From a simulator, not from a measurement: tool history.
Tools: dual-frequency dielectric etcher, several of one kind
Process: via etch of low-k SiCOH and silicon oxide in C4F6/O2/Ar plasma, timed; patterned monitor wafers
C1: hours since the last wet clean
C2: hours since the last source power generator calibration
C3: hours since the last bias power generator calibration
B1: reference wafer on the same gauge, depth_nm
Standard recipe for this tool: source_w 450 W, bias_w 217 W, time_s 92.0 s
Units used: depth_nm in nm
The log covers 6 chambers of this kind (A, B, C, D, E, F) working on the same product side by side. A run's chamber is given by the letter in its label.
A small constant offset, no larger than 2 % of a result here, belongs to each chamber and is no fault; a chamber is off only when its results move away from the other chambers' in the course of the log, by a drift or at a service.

Run 1F, hour 6.5: usual settings; C1 386.3; C2 1146.3; C3 1796.4; B1 242.96. Result: depth_nm 286.12 nm.
Run 2D, hour 10.8: usual settings; C1 109.2; C2 930.7; C3 289.2; B1 242.89. Result: depth_nm 287.31 nm.
Run 3E, hour 14.8: usual settings; C1 229.2; C2 778.6; C3 2102.5; B1 243.18. Result: depth_nm 283.66 nm.
Run 4B, hour 19.0: usual settings; C1 212.9; C2 915.1; C3 1619.1; B1 242.83. Result: depth_nm 283.78 nm.
Run 5C, hour 26.8: usual settings; C1 364.7; C2 1150.4; C3 3838.5; B1 243.13. Result: depth_nm 282.07 nm.
Run 6A, hour 32.9: usual settings; C1 140.0; C2 75.6; C3 1410.0; B1 243.05. Result: depth_nm 288.17 nm.
Run 7B, hour 37.6: usual settings; C1 231.5; C2 933.7; C3 1637.7; B1 242.68. Result: depth_nm 283.55 nm.
Run 8E, hour 43.9: usual settings; C1 258.3; C2 807.7; C3 2131.6; B1 242.92. Result: depth_nm 284.25 nm.
Run 9A, hour 48.4: usual settings; C1 155.5; C2 91.1; C3 1425.5; B1 243.09. Result: depth_nm 287.44 nm.
Run 10F, hour 55.3: usual settings; C1 435.1; C2 1195.1; C3 1845.2; B1 243.05. Result: depth_nm 284.80 nm.
Run 11D, hour 62.4: usual settings; C1 160.8; C2 982.3; C3 340.8; B1 243.09. Result: depth_nm 289.35 nm.
Run 12C, hour 69.2: usual settings; C1 407.1; C2 1192.8; C3 3880.9; B1 243.12. Result: depth_nm 283.01 nm.
Run 13E, hour 74.8: usual settings; C1 289.2; C2 838.6; C3 2162.5; B1 242.96. Result: depth_nm 282.74 nm.
Run 14D, hour 80.0: usual settings; C1 178.4; C2 999.9; C3 358.4; B1 243.13. Result: depth_nm 287.05 nm.
At hour 84.0: chamber C: wet clean of the chamber.
Run 15C, hour 88.4: usual settings; C1 4.4; C2 1212.0; C3 3900.1; B1 243.19. Result: depth_nm 281.96 nm.
Run 16B, hour 95.9: usual settings; C1 289.8; C2 992.0; C3 1696.0; B1 242.96. Result: depth_nm 286.78 nm.
Run 17A, hour 102.5: usual settings; C1 209.6; C2 145.2; C3 1479.6; B1 243.18. Result: depth_nm 288.17 nm.
Run 18F, hour 106.9: usual settings; C1 486.7; C2 1246.7; C3 1896.8; B1 243.22. Result: depth_nm 283.95 nm.
Run 19C, hour 111.9: usual settings but bias_w 269 W, time_s 108.5 s; C1 27.9; C2 1235.5; C3 3923.6; B1 242.90. Result: depth_nm 354.09 nm.
Run 20A, hour 120.7: usual settings but bias_w 269 W, time_s 108.5 s; C1 227.8; C2 163.4; C3 1497.8; B1 242.90. Result: depth_nm 363.69 nm.
Run 21F, hour 125.9: usual settings but bias_w 269 W, time_s 108.5 s; C1 505.7; C2 1265.7; C3 1915.8; B1 242.99. Result: depth_nm 361.38 nm.
Run 22D, hour 134.6: usual settings but bias_w 269 W, time_s 108.5 s; C1 233.0; C2 1054.5; C3 413.0; B1 243.03. Result: depth_nm 358.00 nm.
Run 23E, hour 139.8: usual settings but bias_w 269 W, time_s 108.5 s; C1 354.2; C2 903.6; C3 2227.5; B1 243.34. Result: depth_nm 357.95 nm.
Run 24B, hour 146.4: usual settings but bias_w 269 W, time_s 108.5 s; C1 340.3; C2 1042.5; C3 1746.5; B1 243.33. Result: depth_nm 362.84 nm.
Run 25C, hour 153.0: usual settings; C1 69.0; C2 1276.6; C3 3964.7; B1 243.16. Result: depth_nm 283.08 nm.
At hour 156.3: chamber F: wet clean of the chamber.
Run 26A, hour 161.3: usual settings; C1 268.4; C2 204.0; C3 1538.4; B1 243.01. Result: depth_nm 288.80 nm.
Run 27F, hour 169.2: usual settings; C1 13.0; C2 1309.0; C3 1959.1; B1 243.02. Result: depth_nm 285.81 nm.
Run 28B, hour 174.0: usual settings; C1 367.9; C2 1070.1; C3 1774.1; B1 242.82. Result: depth_nm 286.99 nm.
Run 29E, hour 182.7: usual settings; C1 397.1; C2 946.5; C3 2270.4; B1 242.89. Result: depth_nm 283.44 nm.
Run 30D, hour 188.6: usual settings; C1 287.0; C2 1108.5; C3 467.0; B1 243.00. Result: depth_nm 281.47 nm.
Run 31E, hour 193.3: usual settings but bias_w 173 W; C1 407.7; C2 957.1; C3 2281.0; B1 242.95. Result: depth_nm 263.02 nm.
Run 32F, hour 199.8: usual settings but bias_w 173 W; C1 43.6; C2 1339.6; C3 1989.7; B1 242.82. Result: depth_nm 266.27 nm.
At hour 201.7: chamber E: wet clean of the chamber.
Run 33D, hour 208.0: usual settings but bias_w 173 W; C1 306.4; C2 1127.9; C3 486.4; B1 243.14. Result: depth_nm 260.39 nm.
Run 34C, hour 215.8: usual settings but bias_w 173 W; C1 131.8; C2 1339.4; C3 4027.5; B1 243.10. Result: depth_nm 263.25 nm.
Run 35B, hour 220.7: usual settings but bias_w 173 W; C1 414.6; C2 1116.8; C3 1820.8; B1 243.14. Result: depth_nm 265.07 nm.
Run 36A, hour 225.5: usual settings but bias_w 173 W; C1 332.6; C2 268.2; C3 1602.6; B1 242.94. Result: depth_nm 268.60 nm.
Run 37F, hour 230.5: usual settings; C1 74.3; C2 1370.3; C3 2020.4; B1 243.18. Result: depth_nm 285.44 nm.
Run 38A, hour 236.3: usual settings; C1 343.4; C2 279.0; C3 1613.4; B1 242.95. Result: depth_nm 286.30 nm.
Run 39E, hour 241.3: usual settings; C1 39.7; C2 1005.1; C3 2329.0; B1 243.01. Result: depth_nm 282.45 nm.
Run 40C, hour 247.4: usual settings; C1 163.4; C2 1371.0; C3 4059.1; B1 243.01. Result: depth_nm 281.28 nm.
Run 41B, hour 252.5: usual settings but source_w 370 W; C1 446.4; C2 1148.6; C3 1852.6; B1 243.01. Result: depth_nm 264.18 nm.
Run 42D, hour 261.5: usual settings but source_w 370 W; C1 359.9; C2 1181.4; C3 539.9; B1 243.11. Result: depth_nm 256.05 nm.

Has any chamber moved away from the others, gradually or after a service, or does the common gauge drift, or do the chambers differ only by their own small steady offsets? State the chamber and the most likely cause if one applies.

It is chamber D that slowly wanders off from its peers.
What lies behind it: etch rate under this chamber's usual, % = 3.88.

Which of the 4 candidates below, each the usual settings with something changed and its results left as question marks, puts chamber D back in line with what the other chambers give on the usual settings?
A result is in line if it is within this distance of the other chambers' mean on the usual settings: depth_nm 4.20 nm
Run 43D-1, hour 267.9: usual settings but bias_w 218 W, time_s 94.0 s. Result: depth_nm ?.
Run 43D-2, hour 267.9: usual settings but source_w 480 W, bias_w 232 W. Result: depth_nm ?.
Run 43D-3, hour 267.9: usual settings but bias_w 216 W, time_s 90.0 s. Result: depth_nm ?.
Run 43D-4, hour 267.9: usual settings but source_w 440 W, bias_w 215 W, time_s 88.0 s. Result: depth_nm ?.

Mean of the other chambers on the usual settings: depth_nm 284.03 nm
  run  depth_nm
43D-1    283.33
43D-2    290.21
43D-3    270.46
43D-4    261.76
The answer is 43D-1, which returns the chamber to within the allowed miss of the others.

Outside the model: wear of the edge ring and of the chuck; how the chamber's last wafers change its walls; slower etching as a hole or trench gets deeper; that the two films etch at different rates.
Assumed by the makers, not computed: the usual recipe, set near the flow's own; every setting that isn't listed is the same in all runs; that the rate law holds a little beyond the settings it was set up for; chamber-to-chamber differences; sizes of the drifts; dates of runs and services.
